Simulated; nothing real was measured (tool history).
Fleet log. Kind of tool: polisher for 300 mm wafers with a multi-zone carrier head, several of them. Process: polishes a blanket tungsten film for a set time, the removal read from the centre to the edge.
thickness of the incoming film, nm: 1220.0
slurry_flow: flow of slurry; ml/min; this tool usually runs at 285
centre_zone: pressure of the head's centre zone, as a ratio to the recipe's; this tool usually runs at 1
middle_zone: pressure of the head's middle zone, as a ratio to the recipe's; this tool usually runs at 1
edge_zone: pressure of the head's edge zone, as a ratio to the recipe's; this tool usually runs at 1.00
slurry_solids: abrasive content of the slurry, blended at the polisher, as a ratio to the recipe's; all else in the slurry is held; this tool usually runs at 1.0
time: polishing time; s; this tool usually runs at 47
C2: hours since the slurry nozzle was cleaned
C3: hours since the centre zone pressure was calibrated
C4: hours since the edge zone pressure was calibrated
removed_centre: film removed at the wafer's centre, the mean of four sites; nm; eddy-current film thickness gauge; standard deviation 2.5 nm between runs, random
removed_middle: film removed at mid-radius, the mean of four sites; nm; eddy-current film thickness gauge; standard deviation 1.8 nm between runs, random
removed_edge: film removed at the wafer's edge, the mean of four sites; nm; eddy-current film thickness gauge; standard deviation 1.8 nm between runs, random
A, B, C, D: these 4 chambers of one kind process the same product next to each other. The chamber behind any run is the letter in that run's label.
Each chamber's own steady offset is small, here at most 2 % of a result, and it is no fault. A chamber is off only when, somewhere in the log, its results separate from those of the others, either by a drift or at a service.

run 1B hour=3.6 | slurry_flow=285 centre_zone=1 middle_zone=1 edge_zone=1.00 slurry_solids=1.0 time=47 | wafers_polished_on_this_pad=424 C2=35.3 C3=201.5 C4=663.4 | removed_centre=198.48 removed_middle=201.16 removed_edge=200.32
run 2D hour=6.0 | slurry_flow=285 centre_zone=1 middle_zone=1 edge_zone=1.00 slurry_solids=1.0 time=47 | wafers_polished_on_this_pad=661 C2=732.0 C3=95.6 C4=644.7 | removed_centre=204.54 removed_middle=197.68 removed_edge=200.05
run 3C hour=9.0 | slurry_flow=285 centre_zone=1 middle_zone=1 edge_zone=1.00 slurry_solids=1.0 time=47 | wafers_polished_on_this_pad=813 C2=331.7 C3=41.9 C4=168.1 | removed_centre=201.62 removed_middle=199.16 removed_edge=200.70
run 4A hour=13.3 | slurry_flow=285 centre_zone=1 middle_zone=1 edge_zone=1.00 slurry_solids=1.0 time=47 | wafers_polished_on_this_pad=861 C2=113.3 C3=178.0 C4=1125.8 | removed_centre=195.78 removed_middle=199.69 removed_edge=200.79
-- hour=14.6 chamber C: worn pad replaced by a new one
-- hour=17.1 chamber A: worn pad replaced by a new one
run 5B hour=17.2 | slurry_flow=285 centre_zone=1 middle_zone=1 edge_zone=1.00 slurry_solids=1.0 time=47 | wafers_polished_on_this_pad=544 C2=48.9 C3=215.1 C4=677.0 | removed_centre=203.12 removed_middle=196.95 removed_edge=197.07
run 6A hour=19.3 | slurry_flow=285 centre_zone=1 middle_zone=1 edge_zone=1.00 slurry_solids=1.0 time=47 | wafers_polished_on_this_pad=19 C2=119.3 C3=184.0 C4=1131.8 | removed_centre=202.10 removed_middle=199.86 removed_edge=202.41
run 7C hour=21.8 | slurry_flow=285 centre_zone=1 middle_zone=1 edge_zone=1.00 slurry_solids=1.0 time=47 | wafers_polished_on_this_pad=64 C2=344.5 C3=54.7 C4=180.9 | removed_centre=197.10 removed_middle=199.11 removed_edge=198.91
run 8D hour=25.3 | slurry_flow=285 centre_zone=1 middle_zone=1 edge_zone=1.00 slurry_solids=1.0 time=47 | wafers_polished_on_this_pad=832 C2=751.3 C3=114.9 C4=664.0 | removed_centre=198.64 removed_middle=194.80 removed_edge=199.32
run 9D hour=28.2 | slurry_flow=285 centre_zone=1 middle_zone=1 edge_zone=1.00 slurry_solids=1.0 time=47 | wafers_polished_on_this_pad=858 C2=754.2 C3=117.8 C4=666.9 | removed_centre=200.33 removed_middle=197.35 removed_edge=200.14
-- hour=29.6 chamber D: worn pad replaced by a new one
run 10A hour=31.1 | slurry_flow=285 centre_zone=1 middle_zone=1 edge_zone=1.00 slurry_solids=1.0 time=47 | wafers_polished_on_this_pad=124 C2=131.1 C3=195.8 C4=1143.6 | removed_centre=202.98 removed_middle=199.14 removed_edge=201.24
run 11B hour=33.7 | slurry_flow=285 centre_zone=1 middle_zone=1 edge_zone=1.00 slurry_solids=1.0 time=47 | wafers_polished_on_this_pad=690 C2=65.4 C3=231.6 C4=693.5 | removed_centre=203.79 removed_middle=198.18 removed_edge=201.37
run 12C hour=38.0 | slurry_flow=285 centre_zone=1 middle_zone=1 edge_zone=1.00 slurry_solids=1.0 time=47 | wafers_polished_on_this_pad=207 C2=360.7 C3=70.9 C4=197.1 | removed_centre=194.63 removed_middle=200.16 removed_edge=198.38
run 13B hour=41.7 | slurry_flow=285 centre_zone=1 middle_zone=1 edge_zone=1.00 slurry_solids=1.0 time=47 | wafers_polished_on_this_pad=761 C2=73.4 C3=239.6 C4=701.5 | removed_centre=205.01 removed_middle=198.57 removed_edge=200.00
-- hour=42.7 chamber B: worn pad replaced by a new one
run 14C hour=44.9 | slurry_flow=285 centre_zone=1 middle_zone=1 edge_zone=1.00 slurry_solids=1.0 time=47 | wafers_polished_on_this_pad=269 C2=367.6 C3=77.8 C4=204.0 | removed_centre=200.15 removed_middle=198.42 removed_edge=202.79
run 15A hour=48.7 | slurry_flow=285 centre_zone=1 middle_zone=1 edge_zone=1.00 slurry_solids=1.0 time=47 | wafers_polished_on_this_pad=280 C2=148.7 C3=213.4 C4=1161.2 | removed_centre=202.68 removed_middle=200.85 removed_edge=204.68
run 16D hour=50.7 | slurry_flow=285 centre_zone=1 middle_zone=1 edge_zone=1.00 slurry_solids=1.0 time=47 | wafers_polished_on_this_pad=187 C2=776.7 C3=140.3 C4=689.4 | removed_centre=199.84 removed_middle=197.72 removed_edge=198.78
run 17D hour=53.6 | slurry_flow=285 centre_zone=1 middle_zone=1 edge_zone=1.12 slurry_solids=1.1 time=47 | wafers_polished_on_this_pad=212 C2=779.6 C3=143.2 C4=692.3 | removed_centre=208.57 removed_middle=202.99 removed_edge=218.19
run 18B hour=57.4 | slurry_flow=285 centre_zone=1 middle_zone=1 edge_zone=1.12 slurry_solids=1.1 time=47 | wafers_polished_on_this_pad=130 C2=89.1 C3=255.3 C4=717.2 | removed_centre=207.00 removed_middle=204.94 removed_edge=219.39
-- hour=58.8 chamber D: slurry nozzle cleaned
run 19C hour=59.5 | slurry_flow=285 centre_zone=1 middle_zone=1 edge_zone=1.12 slurry_solids=1.1 time=47 | wafers_polished_on_this_pad=398 C2=382.2 C3=92.4 C4=218.6 | removed_centre=199.47 removed_middle=206.63 removed_edge=217.94
run 20A hour=63.5 | slurry_flow=285 centre_zone=1 middle_zone=1 edge_zone=1.12 slurry_solids=1.1 time=47 | wafers_polished_on_this_pad=411 C2=163.5 C3=228.2 C4=1176.0 | removed_centre=208.73 removed_middle=203.78 removed_edge=220.00
run 21D hour=66.8 | slurry_flow=285 centre_zone=1 middle_zone=1 edge_zone=1.00 slurry_solids=1.0 time=47 | wafers_polished_on_this_pad=329 C2=8.0 C3=156.4 C4=705.5 | removed_centre=199.97 removed_middle=197.99 removed_edge=202.23
run 22A hour=71.2 | slurry_flow=285 centre_zone=1 middle_zone=1 edge_zone=1.00 slurry_solids=1.0 time=47 | wafers_polished_on_this_pad=479 C2=171.2 C3=235.9 C4=1183.7 | removed_centre=198.99 removed_middle=203.25 removed_edge=201.36
run 23B hour=73.5 | slurry_flow=285 centre_zone=1 middle_zone=1 edge_zone=1.00 slurry_solids=1.0 time=47 | wafers_polished_on_this_pad=272 C2=105.2 C3=271.4 C4=733.3 | removed_centre=199.02 removed_middle=198.96 removed_edge=201.15
run 24C hour=77.1 | slurry_flow=285 centre_zone=1 middle_zone=1 edge_zone=1.00 slurry_solids=1.0 time=47 | wafers_polished_on_this_pad=554 C2=399.8 C3=110.0 C4=236.2 | removed_centre=198.12 removed_middle=199.05 removed_edge=199.33
run 25D hour=80.6 | slurry_flow=285 centre_zone=1 middle_zone=1 edge_zone=1.00 slurry_solids=1.0 time=47 | wafers_polished_on_this_pad=451 C2=21.8 C3=170.2 C4=719.3 | removed_centre=202.18 removed_middle=197.14 removed_edge=203.06
run 26A hour=83.1 | slurry_flow=285 centre_zone=1 middle_zone=1 edge_zone=1.00 slurry_solids=1.0 time=47 | wafers_polished_on_this_pad=584 C2=183.1 C3=247.8 C4=1195.6 | removed_centre=200.76 removed_middle=203.60 removed_edge=200.62
run 27C hour=86.5 | slurry_flow=285 centre_zone=1 middle_zone=1 edge_zone=1.00 slurry_solids=1.0 time=47 | wafers_polished_on_this_pad=637 C2=409.2 C3=119.4 C4=245.6 | removed_centre=199.19 removed_middle=199.63 removed_edge=202.84
run 28B hour=90.1 | slurry_flow=285 centre_zone=1 middle_zone=1 edge_zone=1.00 slurry_solids=1.0 time=47 | wafers_polished_on_this_pad=419 C2=121.8 C3=288.0 C4=749.9 | removed_centre=203.47 removed_middle=202.82 removed_edge=201.24
run 29B hour=94.2 | slurry_flow=285 centre_zone=1 middle_zone=1 edge_zone=1.00 slurry_solids=1.0 time=47 | wafers_polished_on_this_pad=455 C2=125.9 C3=292.1 C4=754.0 | removed_centre=201.31 removed_middle=196.64 removed_edge=198.98
-- hour=95.3 chamber B: edge zone pressure recalibrated
-- hour=97.2 chamber C: worn pad replaced by a new one
run 30A hour=97.9 | slurry_flow=285 centre_zone=1 middle_zone=1 edge_zone=1.00 slurry_solids=0.8 time=36 | wafers_polished_on_this_pad=715 C2=197.9 C3=262.6 C4=1210.4 | removed_centre=146.44 removed_middle=147.06 removed_edge=147.50
run 31D hour=102.2 | slurry_flow=285 centre_zone=1 middle_zone=1 edge_zone=1.00 slurry_solids=0.8 time=36 | wafers_polished_on_this_pad=642 C2=43.4 C3=191.8 C4=740.9 | removed_centre=144.22 removed_middle=143.13 removed_edge=144.66
run 32C hour=106.1 | slurry_flow=285 centre_zone=1 middle_zone=1 edge_zone=1.00 slurry_solids=0.8 time=36 | wafers_polished_on_this_pad=79 C2=428.8 C3=139.0 C4=265.2 | removed_centre=142.47 removed_middle=141.76 removed_edge=144.60
run 33C hour=108.8 | slurry_flow=285 centre_zone=1 middle_zone=1 edge_zone=1.00 slurry_solids=0.8 time=36 | wafers_polished_on_this_pad=103 C2=431.5 C3=141.7 C4=267.9 | removed_centre=142.38 removed_middle=145.71 removed_edge=145.82
run 34B hour=111.9 | slurry_flow=285 centre_zone=1 middle_zone=1 edge_zone=1.00 slurry_solids=1.0 time=47 | wafers_polished_on_this_pad=612 C2=143.6 C3=309.8 C4=16.7 | removed_centre=200.33 removed_middle=199.38 removed_edge=198.38
run 35A hour=114.7 | slurry_flow=285 centre_zone=1 middle_zone=1 edge_zone=1.00 slurry_solids=1.0 time=47 | wafers_polished_on_this_pad=864 C2=214.7 C3=279.4 C4=1227.2 | removed_centre=200.04 removed_middle=199.48 removed_edge=198.43
run 36D hour=117.0 | slurry_flow=285 centre_zone=1 middle_zone=1 edge_zone=1.00 slurry_solids=1.0 time=47 | wafers_polished_on_this_pad=773 C2=58.2 C3=206.6 C4=755.7 | removed_centre=201.35 removed_middle=197.67 removed_edge=201.18
run 37A hour=119.4 | slurry_flow=285 centre_zone=1 middle_zone=1 edge_zone=1.00 slurry_solids=1.0 time=47 | wafers_polished_on_this_pad=905 C2=219.4 C3=284.1 C4=1231.9 | removed_centre=196.55 removed_middle=200.03 removed_edge=199.07
run 38B hour=122.3 | slurry_flow=285 centre_zone=1 middle_zone=1 edge_zone=1.00 slurry_solids=1.0 time=47 | wafers_polished_on_this_pad=704 C2=154.0 C3=320.2 C4=27.1 | removed_centre=200.51 removed_middle=199.44 removed_edge=202.53
-- hour=124.6 chamber A: worn pad replaced by a new one
-- hour=126.6 chamber D: worn pad replaced by a new one
run 39D hour=126.7 | slurry_flow=285 centre_zone=1 middle_zone=1 edge_zone=1.00 slurry_solids=1.0 time=47 | wafers_polished_on_this_pad=1 C2=67.9 C3=216.3 C4=765.4 | removed_centre=200.87 removed_middle=197.68 removed_edge=199.40
run 40C hour=130.4 | slurry_flow=285 centre_zone=1 middle_zone=1 edge_zone=1.00 slurry_solids=1.0 time=47 | wafers_polished_on_this_pad=294 C2=453.1 C3=163.3 C4=289.5 | removed_centre=192.88 removed_middle=201.29 removed_edge=204.87
run 41A hour=133.0 | slurry_flow=285 centre_zone=1 middle_zone=1 edge_zone=1.00 slurry_solids=1.0 time=47 | wafers_polished_on_this_pad=74 C2=233.0 C3=297.7 C4=1245.5 | removed_centre=201.13 removed_middle=200.89 removed_edge=201.56
run 42C hour=137.3 | slurry_flow=285 centre_zone=1 middle_zone=1 edge_zone=1.00 slurry_solids=1.0 time=47 | wafers_polished_on_this_pad=355 C2=460.0 C3=170.2 C4=296.4 | removed_centre=202.13 removed_middle=199.81 removed_edge=202.45
run 43D hour=141.3 | slurry_flow=285 centre_zone=1 middle_zone=1 edge_zone=1.00 slurry_solids=1.0 time=47 | wafers_polished_on_this_pad=130 C2=82.5 C3=230.9 C4=780.0 | removed_centre=202.73 removed_middle=198.55 removed_edge=200.55
run 44B hour=144.4 | slurry_flow=285 centre_zone=1 middle_zone=1 edge_zone=1.00 slurry_solids=1.0 time=47 | wafers_polished_on_this_pad=900 C2=176.1 C3=342.3 C4=49.2 | removed_centre=199.92 removed_middle=201.27 removed_edge=202.43

All 4 chambers run these settings next. Forecast each chamber's results:
run 45A hour=147.5 | slurry_flow=285 centre_zone=1 middle_zone=1 edge_zone=1.10 slurry_solids=1.0 time=47 | removed_centre=? removed_middle=? removed_edge=?
run 45B hour=147.5 | slurry_flow=285 centre_zone=1 middle_zone=1 edge_zone=1.10 slurry_solids=1.0 time=47 | removed_centre=? removed_middle=? removed_edge=?
run 45C hour=147.5 | slurry_flow=285 centre_zone=1 middle_zone=1 edge_zone=1.10 slurry_solids=1.0 time=47 | removed_centre=? removed_middle=? removed_edge=?
run 45D hour=147.5 | slurry_flow=285 centre_zone=1 middle_zone=1 edge_zone=1.10 slurry_solids=1.0 time=47 | removed_centre=? removed_middle=? removed_edge=?

run=45A removed_centre=202.00 removed_middle=197.65 removed_edge=213.46
run=45B removed_centre=200.62 removed_middle=199.06 removed_edge=213.07
run=45C removed_centre=191.84 removed_middle=199.44 removed_edge=209.67
run=45D removed_centre=204.14 removed_middle=198.45 removed_edge=211.71
